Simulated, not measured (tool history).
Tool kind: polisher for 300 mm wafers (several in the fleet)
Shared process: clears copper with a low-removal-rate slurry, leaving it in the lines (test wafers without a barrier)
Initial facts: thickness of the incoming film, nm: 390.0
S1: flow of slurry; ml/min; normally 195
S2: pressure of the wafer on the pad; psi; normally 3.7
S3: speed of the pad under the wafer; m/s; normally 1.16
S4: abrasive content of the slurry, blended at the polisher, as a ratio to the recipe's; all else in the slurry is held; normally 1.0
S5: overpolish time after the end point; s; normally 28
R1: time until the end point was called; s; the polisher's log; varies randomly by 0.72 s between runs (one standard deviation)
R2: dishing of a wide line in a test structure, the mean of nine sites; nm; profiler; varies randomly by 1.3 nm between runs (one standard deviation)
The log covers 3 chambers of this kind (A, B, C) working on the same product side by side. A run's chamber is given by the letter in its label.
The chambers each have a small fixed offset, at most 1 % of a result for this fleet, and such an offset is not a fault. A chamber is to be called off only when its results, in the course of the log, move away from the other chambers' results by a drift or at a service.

Run 1A, hour 4.8: usual settings. Result: R1 82.074 s, R2 82.177 nm.
Run 2B, hour 9.7: usual settings. Result: R1 83.037 s, R2 80.424 nm.
Run 3C, hour 13.6: usual settings. Result: R1 81.640 s, R2 79.927 nm.
Run 4B, hour 17.8: usual settings. Result: R1 82.841 s, R2 81.102 nm.
Run 5C, hour 20.6: usual settings. Result: R1 82.961 s, R2 80.668 nm.
Run 6A, hour 23.5: usual settings but S2 4.3 psi, S4 0.8. Result: R1 74.663 s, R2 88.107 nm.
Run 7C, hour 26.5: usual settings but S2 4.3 psi, S4 0.8. Result: R1 73.708 s, R2 89.697 nm.
At hour 31.7: chamber A: worn pad replaced by a new one.
Run 8B, hour 31.9: usual settings but S2 4.3 psi, S4 0.8. Result: R1 74.740 s, R2 89.551 nm.
At hour 32.6: chamber C: worn pad replaced by a new one.
Run 9A, hour 35.9: usual settings. Result: R1 82.844 s, R2 79.442 nm.
Run 10A, hour 39.8: usual settings. Result: R1 83.245 s, R2 79.333 nm.
Run 11C, hour 43.9: usual settings. Result: R1 82.469 s, R2 80.338 nm.
At hour 45.2: chamber B: worn pad replaced by a new one.
Run 12B, hour 48.5: usual settings. Result: R1 81.405 s, R2 82.581 nm.
Run 13B, hour 52.9: usual settings. Result: R1 82.801 s, R2 81.814 nm.
Run 14C, hour 57.3: usual settings. Result: R1 81.296 s, R2 80.643 nm.
Run 15A, hour 61.6: usual settings but S1 135 ml/min. Result: R1 86.366 s, R2 76.095 nm.
Run 16B, hour 65.8: usual settings but S1 135 ml/min. Result: R1 86.898 s, R2 77.514 nm.
At hour 67.6: chamber A: slurry nozzle cleaned.
Run 17C, hour 70.6: usual settings but S1 135 ml/min. Result: R1 87.361 s, R2 77.670 nm.
Run 18A, hour 77.0: usual settings. Result: R1 82.302 s, R2 82.967 nm.
At hour 77.9: chamber A: slurry blender recalibrated.
Run 19B, hour 83.1: usual settings. Result: R1 81.881 s, R2 81.669 nm.
Run 20C, hour 88.0: usual settings. Result: R1 83.215 s, R2 80.773 nm.
Run 21A, hour 92.1: usual settings but S3 0.98 m/s, S4 1.2. Result: R1 92.905 s, R2 74.371 nm.
At hour 94.7: chamber A: worn pad replaced by a new one.
Run 22A, hour 95.7: usual settings but S3 0.98 m/s, S4 1.2. Result: R1 91.619 s, R2 72.107 nm.
Run 23B, hour 100.1: usual settings but S3 0.98 m/s, S4 1.2. Result: R1 91.709 s, R2 75.229 nm.
Run 24C, hour 105.1: usual settings. Result: R1 82.381 s, R2 80.926 nm.
Run 25B, hour 109.1: usual settings but S1 225 ml/min. Result: R1 80.902 s, R2 81.852 nm.
Run 26A, hour 112.5: usual settings but S1 225 ml/min. Result: R1 81.426 s, R2 79.885 nm.
Run 27C, hour 115.5: usual settings but S1 225 ml/min. Result: R1 80.510 s, R2 84.550 nm.
At hour 119.2: chamber C: slurry blender recalibrated.
Run 28C, hour 120.3: usual settings. Result: R1 82.829 s, R2 84.740 nm.

Is one chamber off against the others, does the gauge drift, or is nothing wrong? If a chamber is off, say which, and what the likeliest cause is.

Neither any chamber nor the gauge drifts; the chambers differ only by their own small, steady offsets.

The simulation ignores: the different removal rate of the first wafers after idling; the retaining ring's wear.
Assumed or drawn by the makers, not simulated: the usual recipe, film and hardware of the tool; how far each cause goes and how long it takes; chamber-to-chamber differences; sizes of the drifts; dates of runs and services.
